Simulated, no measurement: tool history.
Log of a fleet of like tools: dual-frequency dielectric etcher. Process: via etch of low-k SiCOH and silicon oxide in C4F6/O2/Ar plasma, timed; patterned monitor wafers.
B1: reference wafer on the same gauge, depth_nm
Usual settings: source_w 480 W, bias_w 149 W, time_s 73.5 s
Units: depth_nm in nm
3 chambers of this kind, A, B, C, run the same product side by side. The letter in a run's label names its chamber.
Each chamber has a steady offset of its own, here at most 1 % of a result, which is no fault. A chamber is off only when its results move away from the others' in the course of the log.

Run 1A, hour 3.2: usual settings; B1 195.02. Result: depth_nm 207.86 nm.
Run 2B, hour 7.6: usual settings; B1 195.03. Result: depth_nm 207.43 nm.
Run 3C, hour 12.1: usual settings; B1 195.06. Result: depth_nm 209.49 nm.
Run 4C, hour 14.7: usual settings; B1 195.11. Result: depth_nm 208.98 nm.
Run 5B, hour 17.3: usual settings; B1 195.04. Result: depth_nm 207.61 nm.
Run 6A, hour 20.3: usual settings; B1 195.11. Result: depth_nm 207.43 nm.
Run 7B, hour 24.2: usual settings; B1 195.14. Result: depth_nm 208.1 nm.
Run 8A, hour 28.9: usual settings; B1 195.17. Result: depth_nm 208.04 nm.
Run 9C, hour 32.6: usual settings; B1 195.25. Result: depth_nm 209.7 nm.
Run 10B, hour 37: usual settings but time_s 93 s; B1 195.16. Result: depth_nm 263.09 nm.
Run 11A, hour 41.6: usual settings but time_s 93 s; B1 195.21. Result: depth_nm 263.15 nm.
Run 12C, hour 45.8: usual settings but time_s 93 s; B1 195.2. Result: depth_nm 264.91 nm.
Run 13B, hour 48.8: usual settings; B1 195.33. Result: depth_nm 207.8 nm.
Run 14A, hour 53.6: usual settings; B1 195.33. Result: depth_nm 208.29 nm.
Run 15C, hour 56.5: usual settings; B1 195.29. Result: depth_nm 209.36 nm.
Run 16B, hour 60.4: usual settings; B1 195.36. Result: depth_nm 208.16 nm.
Run 17A, hour 64.2: usual settings; B1 195.37. Result: depth_nm 207.86 nm.
Run 18C, hour 67.4: usual settings but source_w 360 W, bias_w 114 W; B1 195.42. Result: depth_nm 172.88 nm.
Run 19C, hour 72.5: usual settings but source_w 360 W, bias_w 114 W; B1 195.45. Result: depth_nm 172.58 nm.
Run 20B, hour 77.1: usual settings but source_w 360 W, bias_w 114 W; B1 195.46. Result: depth_nm 171.89 nm.
Run 21A, hour 81.8: usual settings; B1 195.46. Result: depth_nm 208.05 nm.
Run 22C, hour 86.5: usual settings but bias_w 163 W, time_s 94 s; B1 195.55. Result: depth_nm 274.99 nm.
Run 23B, hour 89: usual settings but bias_w 163 W, time_s 94 s; B1 195.52. Result: depth_nm 273.32 nm.
Run 24A, hour 93.7: usual settings but bias_w 163 W, time_s 94 s; B1 195.53. Result: depth_nm 273.09 nm.
Run 25A, hour 97.9: usual settings; B1 195.59. Result: depth_nm 208.44 nm.
Run 26C, hour 102.5: usual settings; B1 195.59. Result: depth_nm 209.6 nm.
Run 27B, hour 105.8: usual settings; B1 195.65. Result: depth_nm 208.09 nm.
Run 28C, hour 110.7: usual settings; B1 195.65. Result: depth_nm 210.48 nm.
Run 29A, hour 114.1: usual settings but time_s 82.5 s; B1 195.74. Result: depth_nm 234.23 nm.
Run 30B, hour 117.4: usual settings but time_s 82.5 s; B1 195.67. Result: depth_nm 234.21 nm.
Run 31B, hour 122.5: usual settings but time_s 82.5 s; B1 195.66. Result: depth_nm 233.8 nm.
Run 32C, hour 126.3: usual settings; B1 195.72. Result: depth_nm 210.12 nm.
Run 33A, hour 129.1: usual settings; B1 195.75. Result: depth_nm 208.25 nm.
Run 34C, hour 133.9: usual settings; B1 195.77. Result: depth_nm 210.42 nm.
Run 35B, hour 138.2: usual settings; B1 195.79. Result: depth_nm 208.17 nm.
Run 36A, hour 142.3: usual settings; B1 195.84. Result: depth_nm 208.63 nm.
Run 37C, hour 146.4: usual settings but source_w 390 W, time_s 53.5 s; B1 195.86. Result: depth_nm 140.46 nm.
Run 38A, hour 150.2: usual settings but source_w 390 W, time_s 53.5 s; B1 195.9. Result: depth_nm 140.01 nm.
Run 39B, hour 154.6: usual settings but source_w 390 W, time_s 53.5 s; B1 195.85. Result: depth_nm 139.97 nm.

What goes on in this fleet: one chamber off, a drifting gauge, or nothing beyond the chambers' own small offsets? Name the chamber and the cause, if any.

The gauge drifts, so all chambers seem to drift together. No chamber is off.
Cause: gauge reads high (%) = 0.472.

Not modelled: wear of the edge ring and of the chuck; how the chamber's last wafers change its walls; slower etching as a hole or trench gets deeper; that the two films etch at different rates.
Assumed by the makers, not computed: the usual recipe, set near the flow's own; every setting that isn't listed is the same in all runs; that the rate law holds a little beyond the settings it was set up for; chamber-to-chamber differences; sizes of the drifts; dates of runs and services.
